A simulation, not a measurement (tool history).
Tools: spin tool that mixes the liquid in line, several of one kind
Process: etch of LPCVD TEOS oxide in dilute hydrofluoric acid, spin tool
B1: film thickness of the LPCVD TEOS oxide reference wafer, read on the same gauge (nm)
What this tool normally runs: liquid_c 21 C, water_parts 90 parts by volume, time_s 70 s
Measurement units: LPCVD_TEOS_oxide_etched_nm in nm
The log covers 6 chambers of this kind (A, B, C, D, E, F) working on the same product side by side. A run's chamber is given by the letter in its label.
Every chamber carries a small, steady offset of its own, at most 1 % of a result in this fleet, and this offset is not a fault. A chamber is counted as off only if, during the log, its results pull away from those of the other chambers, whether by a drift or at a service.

run 1A hour=9 | liquid_c=21 water_parts=90 time_s=70 | B1=30.013 | LPCVD_TEOS_oxide_etched_nm=11.705
run 2B hour=19.5 | liquid_c=21 water_parts=90 time_s=70 | B1=30.007 | LPCVD_TEOS_oxide_etched_nm=11.67
run 3F hour=28.5 | liquid_c=21 water_parts=90 time_s=70 | B1=29.991 | LPCVD_TEOS_oxide_etched_nm=11.744
run 4D hour=38.5 | liquid_c=21 water_parts=90 time_s=70 | B1=30.004 | LPCVD_TEOS_oxide_etched_nm=11.738
run 5E hour=48.5 | liquid_c=26 water_parts=90 time_s=70 | B1=29.974 | LPCVD_TEOS_oxide_etched_nm=14.399
run 6C hour=55.3 | liquid_c=26 water_parts=90 time_s=70 | B1=29.954 | LPCVD_TEOS_oxide_etched_nm=14.513
run 7F hour=61.5 | liquid_c=26 water_parts=90 time_s=70 | B1=30.016 | LPCVD_TEOS_oxide_etched_nm=14.394
run 8A hour=73.4 | liquid_c=26 water_parts=90 time_s=70 | B1=30.038 | LPCVD_TEOS_oxide_etched_nm=14.138
run 9D hour=85.6 | liquid_c=26 water_parts=90 time_s=70 | B1=30.039 | LPCVD_TEOS_oxide_etched_nm=14.308
run 10B hour=94.3 | liquid_c=26 water_parts=90 time_s=70 | B1=29.98 | LPCVD_TEOS_oxide_etched_nm=14.239
run 11C hour=103.1 | liquid_c=21 water_parts=90 time_s=70 | B1=29.98 | LPCVD_TEOS_oxide_etched_nm=11.746
run 12E hour=109.8 | liquid_c=21 water_parts=90 time_s=70 | B1=30.008 | LPCVD_TEOS_oxide_etched_nm=11.695
run 13F hour=115.3 | liquid_c=21 water_parts=90 time_s=70 | B1=30.046 | LPCVD_TEOS_oxide_etched_nm=11.8
run 14D hour=124.1 | liquid_c=21 water_parts=90 time_s=70 | B1=30.027 | LPCVD_TEOS_oxide_etched_nm=11.704
run 15B hour=130.7 | liquid_c=21 water_parts=90 time_s=70 | B1=29.988 | LPCVD_TEOS_oxide_etched_nm=11.537
-- hour=138.3 chamber F: hydrofluoric acid flow meter replaced
run 16C hour=138.5 | liquid_c=21 water_parts=90 time_s=70 | B1=29.978 | LPCVD_TEOS_oxide_etched_nm=11.852
run 17A hour=149.9 | liquid_c=21 water_parts=90 time_s=70 | B1=29.967 | LPCVD_TEOS_oxide_etched_nm=11.308
run 18E hour=158.9 | liquid_c=25.5 water_parts=110 time_s=70 | B1=29.968 | LPCVD_TEOS_oxide_etched_nm=11.267
run 19F hour=165.8 | liquid_c=25.5 water_parts=110 time_s=70 | B1=29.954 | LPCVD_TEOS_oxide_etched_nm=11.27
-- hour=174.7 chamber F: thermometer replaced
run 20B hour=176.4 | liquid_c=25.5 water_parts=110 time_s=70 | B1=29.988 | LPCVD_TEOS_oxide_etched_nm=11.221
run 21C hour=188.8 | liquid_c=25.5 water_parts=110 time_s=70 | B1=30.026 | LPCVD_TEOS_oxide_etched_nm=11.295
run 22A hour=198.7 | liquid_c=25.5 water_parts=110 time_s=70 | B1=29.977 | LPCVD_TEOS_oxide_etched_nm=10.528
run 23D hour=207.2 | liquid_c=25.5 water_parts=110 time_s=70 | B1=30.062 | LPCVD_TEOS_oxide_etched_nm=10.988
run 24E hour=215.7 | liquid_c=21 water_parts=90 time_s=70 | B1=30.018 | LPCVD_TEOS_oxide_etched_nm=11.991
run 25C hour=226.2 | liquid_c=18 water_parts=70 time_s=70 | B1=29.971 | LPCVD_TEOS_oxide_etched_nm=13.928
run 26F hour=238.6 | liquid_c=18 water_parts=70 time_s=70 | B1=29.986 | LPCVD_TEOS_oxide_etched_nm=13.611
run 27A hour=247.7 | liquid_c=18 water_parts=70 time_s=70 | B1=29.997 | LPCVD_TEOS_oxide_etched_nm=12.521
run 28B hour=257.3 | liquid_c=18 water_parts=70 time_s=70 | B1=30.052 | LPCVD_TEOS_oxide_etched_nm=13.648
run 29E hour=264.5 | liquid_c=18 water_parts=70 time_s=70 | B1=29.925 | LPCVD_TEOS_oxide_etched_nm=13.822
run 30D hour=275.3 | liquid_c=18 water_parts=70 time_s=70 | B1=29.971 | LPCVD_TEOS_oxide_etched_nm=13.633
run 31E hour=285.3 | liquid_c=21 water_parts=90 time_s=70 | B1=29.997 | LPCVD_TEOS_oxide_etched_nm=11.906
-- hour=286.7 chamber D: hydrofluoric acid flow meter replaced
run 32C hour=296 | liquid_c=21 water_parts=90 time_s=70 | B1=30.025 | LPCVD_TEOS_oxide_etched_nm=11.774
run 33D hour=308.4 | liquid_c=21 water_parts=90 time_s=70 | B1=30.011 | LPCVD_TEOS_oxide_etched_nm=11.593
run 34A hour=316.8 | liquid_c=21 water_parts=90 time_s=70 | B1=29.986 | LPCVD_TEOS_oxide_etched_nm=10.687
run 35F hour=329.4 | liquid_c=21 water_parts=90 time_s=70 | B1=30.011 | LPCVD_TEOS_oxide_etched_nm=11.975
run 36B hour=337.9 | liquid_c=21 water_parts=90 time_s=70 | B1=29.991 | LPCVD_TEOS_oxide_etched_nm=11.584
run 37C hour=345.6 | liquid_c=21 water_parts=90 time_s=70 | B1=30.038 | LPCVD_TEOS_oxide_etched_nm=11.759
run 38B hour=352.4 | liquid_c=21 water_parts=90 time_s=70 | B1=30.01 | LPCVD_TEOS_oxide_etched_nm=11.578
run 39A hour=360.4 | liquid_c=23 water_parts=90 time_s=90 | B1=29.986 | LPCVD_TEOS_oxide_etched_nm=14.881

Read the log: is a single chamber off, either drifting away or since a service, is the gauge that measures every chamber drifting, or is nothing wrong beyond small per-chamber offsets? Name any odd chamber and what most likely caused it.

Little by little, chamber A moves away from the other chambers.
Likeliest cause: liquid colder than its thermometer reads (K) = 2.29.
Not necessarily distinguishable in this log from: hydrofluoric acid flow below the setpoint (%).

Which of the 4 candidates below, each the usual settings with something changed and its results left as question marks, puts chamber A back in line with what the other chambers give on the usual settings?
Maximum distance from the other chambers' mean on the usual settings for a result to count as in line: LPCVD_TEOS_oxide_etched_nm 0.31 nm
run 40A-1 hour=369.5 | liquid_c=21.5 water_parts=90 time_s=75 | LPCVD_TEOS_oxide_etched_nm=?
run 40A-2 hour=369.5 | liquid_c=21 water_parts=95 time_s=70 | LPCVD_TEOS_oxide_etched_nm=?
run 40A-3 hour=369.5 | liquid_c=21 water_parts=85 time_s=70 | LPCVD_TEOS_oxide_etched_nm=?
run 40A-4 hour=369.5 | liquid_c=18.5 water_parts=90 time_s=70 | LPCVD_TEOS_oxide_etched_nm=?

What the other chambers average on the usual settings: LPCVD_TEOS_oxide_etched_nm 11.72 nm
run=40A-1 LPCVD_TEOS_oxide_etched_nm=11.629
run=40A-2 LPCVD_TEOS_oxide_etched_nm=10.02
run=40A-3 LPCVD_TEOS_oxide_etched_nm=11.311
run=40A-4 LPCVD_TEOS_oxide_etched_nm=9.5637
Change 40A-1 lands the chamber within the allowed miss of the other chambers.
